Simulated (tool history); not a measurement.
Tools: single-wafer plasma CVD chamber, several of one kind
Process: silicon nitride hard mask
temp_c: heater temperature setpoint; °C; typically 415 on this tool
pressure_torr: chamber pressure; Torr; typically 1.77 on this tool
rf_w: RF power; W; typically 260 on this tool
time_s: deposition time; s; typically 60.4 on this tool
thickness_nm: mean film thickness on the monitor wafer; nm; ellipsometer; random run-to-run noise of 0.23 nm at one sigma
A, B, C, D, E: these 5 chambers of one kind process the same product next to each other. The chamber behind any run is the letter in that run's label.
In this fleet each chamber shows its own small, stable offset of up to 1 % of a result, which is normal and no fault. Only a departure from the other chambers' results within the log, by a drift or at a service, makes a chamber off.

run	hour	temp_c	pressure_torr	rf_w	time_s	read-back reference wafer on the same gauge, thickness_nm	thickness_nm
1A	8.2	415	1.77	260	60.4	60.788	63.706
2D	15.1	415	1.77	260	60.4	60.774	64.691
3B	22.5	415	1.77	260	60.4	60.811	64.327
4E	33.2	415	1.77	260	60.4	60.776	64.763
5C	41	415	1.77	260	60.4	60.775	64.307
6C	46.5	415	1.77	215	48.8	60.804	45.513
7A	51.9	415	1.77	215	48.8	60.869	44.968
8B	59.6	415	1.77	215	48.8	60.836	45.238
9D	68	415	1.77	215	48.8	60.886	45.551
10E	75	415	1.77	215	48.8	60.789	45.365
11B	83.7	415	1.77	260	60.4	60.836	64.227
12E	94.2	415	1.77	260	60.4	60.843	64.727
13A	99	415	1.77	260	60.4	60.841	64.086
14C	106.9	415	1.77	260	60.4	60.841	64.082
15D	115.8	415	1.77	260	60.4	60.802	64.54
16E	126.9	415	1.77	260	60.4	60.83	64.143
17D	135.8	415	1.77	260	60.4	60.755	64.479
18A	143	415	1.77	215	66.9	60.758	61.942
19C	147.9	415	1.77	215	66.9	60.776	61.15
20B	155.9	415	1.77	215	66.9	60.801	61.712
# hour 157.1: chamber A: RF generator calibrated
21D	161.5	415	1.77	215	66.9	60.8	62.612
22B	169.1	415	1.77	215	66.9	60.838	62.046
23C	176.1	415	1.77	260	60.4	60.812	62.67
24A	182.9	415	1.77	260	60.4	60.778	63.959
25E	190.7	415	1.77	260	60.4	60.799	63.732
26A	197.7	415	1.77	260	60.4	60.84	64.203
27C	206.6	415	1.48	305	60.4	60.77	65.696
# hour 209.3: chamber C: capacitance manometer re-zeroed and calibrated
28B	215	415	1.48	305	60.4	60.789	68.337
29E	221.5	415	1.48	305	60.4	60.807	68.038
30D	228.1	415	1.48	305	60.4	60.788	67.841
31E	233.4	415	1.48	305	60.4	60.787	67.861
32D	243.2	415	1.77	260	60.4	60.768	63.958
33A	248.5	415	1.77	260	60.4	60.793	63.653
34B	258.6	415	1.77	260	60.4	60.748	63.996
35C	265.7	408	1.99	260	60.4	60.855	63.936
36C	275.3	408	1.99	260	60.4	60.766	63.657
37E	282.7	408	1.99	260	60.4	60.846	66.61
38D	290.6	408	1.99	260	60.4	60.819	66.737

Predict what each chamber gives when all 5 of them run the settings below next.
39A	298.7	415	1.77	215	60.4		?
39B	298.7	415	1.77	215	60.4		?
39C	298.7	415	1.77	215	60.4		?
39D	298.7	415	1.77	215	60.4		?
39E	298.7	415	1.77	215	60.4		?

run	thickness_nm
39A	55.654
39B	55.58
39C	53.207
39D	56.161
39E	56.041
